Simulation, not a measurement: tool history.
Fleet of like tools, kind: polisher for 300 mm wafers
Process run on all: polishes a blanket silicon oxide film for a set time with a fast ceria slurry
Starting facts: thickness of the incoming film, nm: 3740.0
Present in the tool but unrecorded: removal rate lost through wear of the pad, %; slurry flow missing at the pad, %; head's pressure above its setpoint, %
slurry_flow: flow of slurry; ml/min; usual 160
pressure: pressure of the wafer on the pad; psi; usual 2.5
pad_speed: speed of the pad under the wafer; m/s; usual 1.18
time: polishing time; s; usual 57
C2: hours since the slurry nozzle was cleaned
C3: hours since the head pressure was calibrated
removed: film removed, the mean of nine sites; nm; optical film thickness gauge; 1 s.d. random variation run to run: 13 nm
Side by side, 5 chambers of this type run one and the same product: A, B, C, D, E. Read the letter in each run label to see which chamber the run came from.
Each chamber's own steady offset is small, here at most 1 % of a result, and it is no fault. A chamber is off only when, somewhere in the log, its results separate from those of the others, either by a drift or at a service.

Run 1A, hour 2.5: usual settings; wafers polished on this pad 1000; C2 115.1; C3 253.1. Result: removed 1099.30 nm.
Run 2C, hour 5.5: usual settings; wafers polished on this pad 144; C2 74.5; C3 432.4. Result: removed 1096.10 nm.
Run 3D, hour 9.6: usual settings; wafers polished on this pad 506; C2 520.9; C3 555.3. Result: removed 1116.50 nm.
At hour 13.7: chamber E: slurry nozzle cleaned.
Run 4E, hour 13.7: usual settings; wafers polished on this pad 764; C2 0.1; C3 787.7. Result: removed 1116.00 nm.
Run 5B, hour 18.0: usual settings; wafers polished on this pad 192; C2 190.8; C3 484.4. Result: removed 1135.90 nm.
Run 6C, hour 20.3: usual settings; wafers polished on this pad 238; C2 89.3; C3 447.2. Result: removed 1116.90 nm.
Run 7A, hour 24.8: usual settings; wafers polished on this pad 1141; C2 137.4; C3 275.4. Result: removed 1097.30 nm.
Run 8E, hour 28.6: usual settings but time 66 s; wafers polished on this pad 858; C2 15.0; C3 802.6. Result: removed 1309.80 nm.
Run 9D, hour 31.2: usual settings but time 66 s; wafers polished on this pad 643; C2 542.5; C3 576.9. Result: removed 1330.40 nm.
At hour 32.4: chamber A: worn pad replaced by a new one.
Run 10B, hour 36.2: usual settings but time 66 s; wafers polished on this pad 307; C2 209.0; C3 502.6. Result: removed 1289.00 nm.
At hour 38.3: chamber E: worn pad replaced by a new one.
Run 11A, hour 40.3: usual settings but time 66 s; wafers polished on this pad 50; C2 152.9; C3 290.9. Result: removed 1312.70 nm.
Run 12C, hour 43.7: usual settings but time 66 s; wafers polished on this pad 386; C2 112.7; C3 470.6. Result: removed 1316.70 nm.
At hour 44.8: chamber E: head pressure recalibrated.
Run 13D, hour 46.9: usual settings; wafers polished on this pad 742; C2 558.2; C3 592.6. Result: removed 1100.80 nm.
Run 14B, hour 50.3: usual settings; wafers polished on this pad 396; C2 223.1; C3 516.7. Result: removed 1118.40 nm.
Run 15E, hour 54.7: usual settings; wafers polished on this pad 103; C2 41.1; C3 10.0. Result: removed 1103.80 nm.
At hour 56.7: chamber D: worn pad replaced by a new one.
Run 16C, hour 57.8: usual settings; wafers polished on this pad 475; C2 126.8; C3 484.7. Result: removed 1118.70 nm.
Run 17E, hour 62.1: usual settings; wafers polished on this pad 150; C2 48.5; C3 17.4. Result: removed 1111.60 nm.
Run 18B, hour 66.4: usual settings; wafers polished on this pad 498; C2 239.2; C3 532.8. Result: removed 1116.80 nm.
At hour 66.5: chamber B: worn pad replaced by a new one.
Run 19A, hour 68.7: usual settings; wafers polished on this pad 230; C2 181.3; C3 319.3. Result: removed 1107.10 nm.
At hour 70.7: chamber A: head pressure recalibrated.
At hour 72.6: chamber C: worn pad replaced by a new one.
Run 20D, hour 73.3: usual settings but slurry_flow 125 ml/min; wafers polished on this pad 105; C2 584.6; C3 619.0. Result: removed 1056.80 nm.
At hour 74.6: chamber D: head pressure recalibrated.
Run 21B, hour 75.5: usual settings but slurry_flow 125 ml/min; wafers polished on this pad 57; C2 248.3; C3 541.9. Result: removed 1076.50 nm.
Run 22D, hour 78.2: usual settings but slurry_flow 125 ml/min; wafers polished on this pad 136; C2 589.5; C3 3.6. Result: removed 1072.50 nm.
Run 23C, hour 80.7: usual settings but slurry_flow 125 ml/min; wafers polished on this pad 51; C2 149.7; C3 507.6. Result: removed 1026.20 nm.
Run 24A, hour 85.0: usual settings but slurry_flow 125 ml/min; wafers polished on this pad 333; C2 197.6; C3 14.4. Result: removed 1064.40 nm.
Run 25E, hour 90.0: usual settings; wafers polished on this pad 327; C2 76.4; C3 45.3. Result: removed 1115.50 nm.
Run 26B, hour 94.2: usual settings; wafers polished on this pad 175; C2 267.0; C3 560.6. Result: removed 1120.40 nm.
Run 27C, hour 98.3: usual settings but time 50 s; wafers polished on this pad 163; C2 167.3; C3 525.2. Result: removed 948.75 nm.
Run 28E, hour 101.0: usual settings but time 50 s; wafers polished on this pad 396; C2 87.4; C3 56.3. Result: removed 971.52 nm.
Run 29D, hour 104.8: usual settings but time 50 s; wafers polished on this pad 304; C2 616.1; C3 30.2. Result: removed 991.59 nm.
Run 30A, hour 107.7: usual settings but time 50 s; wafers polished on this pad 476; C2 220.3; C3 37.1. Result: removed 979.22 nm.
Run 31B, hour 112.0: usual settings but time 50 s; wafers polished on this pad 288; C2 284.8; C3 578.4. Result: removed 1005.20 nm.
Run 32D, hour 114.5: usual settings but pad_speed 1.44 m/s; wafers polished on this pad 365; C2 625.8; C3 39.9. Result: removed 1375.60 nm.
Run 33A, hour 118.4: usual settings but pad_speed 1.44 m/s; wafers polished on this pad 544; C2 231.0; C3 47.8. Result: removed 1364.70 nm.
Run 34C, hour 121.6: usual settings but pad_speed 1.44 m/s; wafers polished on this pad 310; C2 190.6; C3 548.5. Result: removed 1292.20 nm.
Run 35E, hour 125.3: usual settings but pad_speed 1.44 m/s; wafers polished on this pad 550; C2 111.7; C3 80.6. Result: removed 1346.20 nm.
At hour 128.4: chamber B: slurry nozzle cleaned.
Run 36D, hour 129.0: usual settings but pad_speed 1.44 m/s; wafers polished on this pad 457; C2 640.3; C3 54.4. Result: removed 1399.10 nm.
At hour 129.6: chamber B: head pressure recalibrated.
Run 37B, hour 133.9: usual settings; wafers polished on this pad 426; C2 5.6; C3 4.4. Result: removed 1106.50 nm.
Run 38C, hour 138.0: usual settings but slurry_flow 120 ml/min, pressure 1.7 psi; wafers polished on this pad 414; C2 207.0; C3 564.9. Result: removed 623.97 nm.
Run 39E, hour 141.5: usual settings but slurry_flow 120 ml/min, pressure 1.7 psi; wafers polished on this pad 653; C2 127.9; C3 96.8. Result: removed 725.77 nm.
Run 40A, hour 144.4: usual settings but slurry_flow 120 ml/min, pressure 1.7 psi; wafers polished on this pad 709; C2 257.0; C3 73.8. Result: removed 718.88 nm.
Run 41C, hour 148.6: usual settings but slurry_flow 120 ml/min, pressure 1.7 psi; wafers polished on this pad 481; C2 217.6; C3 575.5. Result: removed 631.52 nm.

Each of the 5 chambers runs these same settings next. Fill in every chamber's results:
Run 42A, hour 152.2: usual settings but slurry_flow 125 ml/min. Result: removed ?.
Run 42B, hour 152.2: usual settings but slurry_flow 125 ml/min. Result: removed ?.
Run 42C, hour 152.2: usual settings but slurry_flow 125 ml/min. Result: removed ?.
Run 42D, hour 152.2: usual settings but slurry_flow 125 ml/min. Result: removed ?.
Run 42E, hour 152.2: usual settings but slurry_flow 125 ml/min. Result: removed ?.

run  removed
42A  1081.90
42B  1069.80
42C   942.90
42D  1065.10
42E  1062.50

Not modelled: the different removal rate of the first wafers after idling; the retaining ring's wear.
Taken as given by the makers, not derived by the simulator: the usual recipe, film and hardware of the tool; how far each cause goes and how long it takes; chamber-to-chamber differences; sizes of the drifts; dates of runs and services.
